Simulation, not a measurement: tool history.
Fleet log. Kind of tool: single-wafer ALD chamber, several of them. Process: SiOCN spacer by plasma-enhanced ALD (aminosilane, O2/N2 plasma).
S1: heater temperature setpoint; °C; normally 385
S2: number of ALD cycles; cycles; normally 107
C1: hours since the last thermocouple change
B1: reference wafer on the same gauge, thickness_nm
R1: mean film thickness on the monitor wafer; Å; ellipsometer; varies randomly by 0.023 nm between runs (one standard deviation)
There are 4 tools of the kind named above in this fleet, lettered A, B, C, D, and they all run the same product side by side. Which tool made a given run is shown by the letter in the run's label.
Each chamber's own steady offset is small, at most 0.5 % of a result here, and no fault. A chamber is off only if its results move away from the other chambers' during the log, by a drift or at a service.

run 1A day=0.225 | S1=385 S2=107 | C1=1238.6 | B1=5.1647 | R1=64.31
run 2B day=0.338 | S1=385 S2=107 | C1=441.3 | B1=5.1693 | R1=64.264
run 3C day=0.542 | S1=385 S2=107 | C1=632 | B1=5.1701 | R1=64.397
run 4D day=0.717 | S1=385 S2=107 | C1=497.2 | B1=5.1678 | R1=65.041
run 5D day=0.858 | S1=385 S2=107 | C1=500.6 | B1=5.1711 | R1=65.097
run 6C day=0.983 | S1=385 S2=107 | C1=642.6 | B1=5.168 | R1=64.111
run 7A day=1.233 | S1=385 S2=107 | C1=1262.8 | B1=5.17 | R1=64.343
run 8B day=1.379 | S1=395 S2=107 | C1=466.3 | B1=5.1724 | R1=64.042
run 9A day=1.542 | S1=395 S2=107 | C1=1270.2 | B1=5.172 | R1=64.831
run 10D day=1.725 | S1=395 S2=107 | C1=521.4 | B1=5.172 | R1=65.155
run 11C day=1.958 | S1=395 S2=107 | C1=666 | B1=5.1739 | R1=63.851
run 12B day=2.125 | S1=385 S2=107 | C1=484.2 | B1=5.1758 | R1=64.117
run 13B day=2.342 | S1=385 S2=107 | C1=489.4 | B1=5.1696 | R1=64.013
run 14D day=2.471 | S1=385 S2=107 | C1=539.3 | B1=5.175 | R1=64.766
run 15C day=2.588 | S1=385 S2=107 | C1=681.1 | B1=5.1733 | R1=64.727
run 16A day=2.817 | S1=385 S2=107 | C1=1300.8 | B1=5.1694 | R1=64.15
run 17A day=2.967 | S1=385 S2=107 | C1=1304.4 | B1=5.1721 | R1=64.739
run 18D day=3.092 | S1=385 S2=107 | C1=554.2 | B1=5.1689 | R1=64.966
run 19C day=3.25 | S1=385 S2=107 | C1=697 | B1=5.1719 | R1=64.489
run 20B day=3.417 | S1=380 S2=124 | C1=515.2 | B1=5.1725 | R1=74.284
run 21A day=3.658 | S1=380 S2=124 | C1=1321 | B1=5.1721 | R1=74.728
run 22B day=3.833 | S1=380 S2=124 | C1=525.2 | B1=5.1734 | R1=74.196
run 23D day=4.017 | S1=380 S2=124 | C1=576.4 | B1=5.1727 | R1=75.386
run 24C day=4.196 | S1=385 S2=107 | C1=719.7 | B1=5.1718 | R1=63.879
run 25C day=4.421 | S1=385 S2=107 | C1=725.1 | B1=5.1713 | R1=64.445
run 26D day=4.579 | S1=385 S2=107 | C1=589.9 | B1=5.171 | R1=65
run 27A day=4.8 | S1=385 S2=107 | C1=1348.4 | B1=5.1696 | R1=64.122
run 28B day=4.988 | S1=385 S2=107 | C1=552.9 | B1=5.1691 | R1=64.416
run 29A day=5.204 | S1=385 S2=107 | C1=1358.1 | B1=5.1732 | R1=64.21
run 30D day=5.446 | S1=385 S2=107 | C1=610.7 | B1=5.1725 | R1=64.966
run 31C day=5.558 | S1=385 S2=107 | C1=752.4 | B1=5.1684 | R1=64.314
run 32B day=5.754 | S1=385 S2=107 | C1=571.3 | B1=5.166 | R1=64.235
run 33A day=5.992 | S1=385 S2=107 | C1=1377 | B1=5.1701 | R1=64.192

Does one chamber stand apart from the rest, does the shared gauge drift, or is all well apart from small per-chamber offsets? Give the chamber and the most likely cause, where there is one.

Nothing is wrong: each chamber keeps only its own small, steady offset and the gauge holds still.

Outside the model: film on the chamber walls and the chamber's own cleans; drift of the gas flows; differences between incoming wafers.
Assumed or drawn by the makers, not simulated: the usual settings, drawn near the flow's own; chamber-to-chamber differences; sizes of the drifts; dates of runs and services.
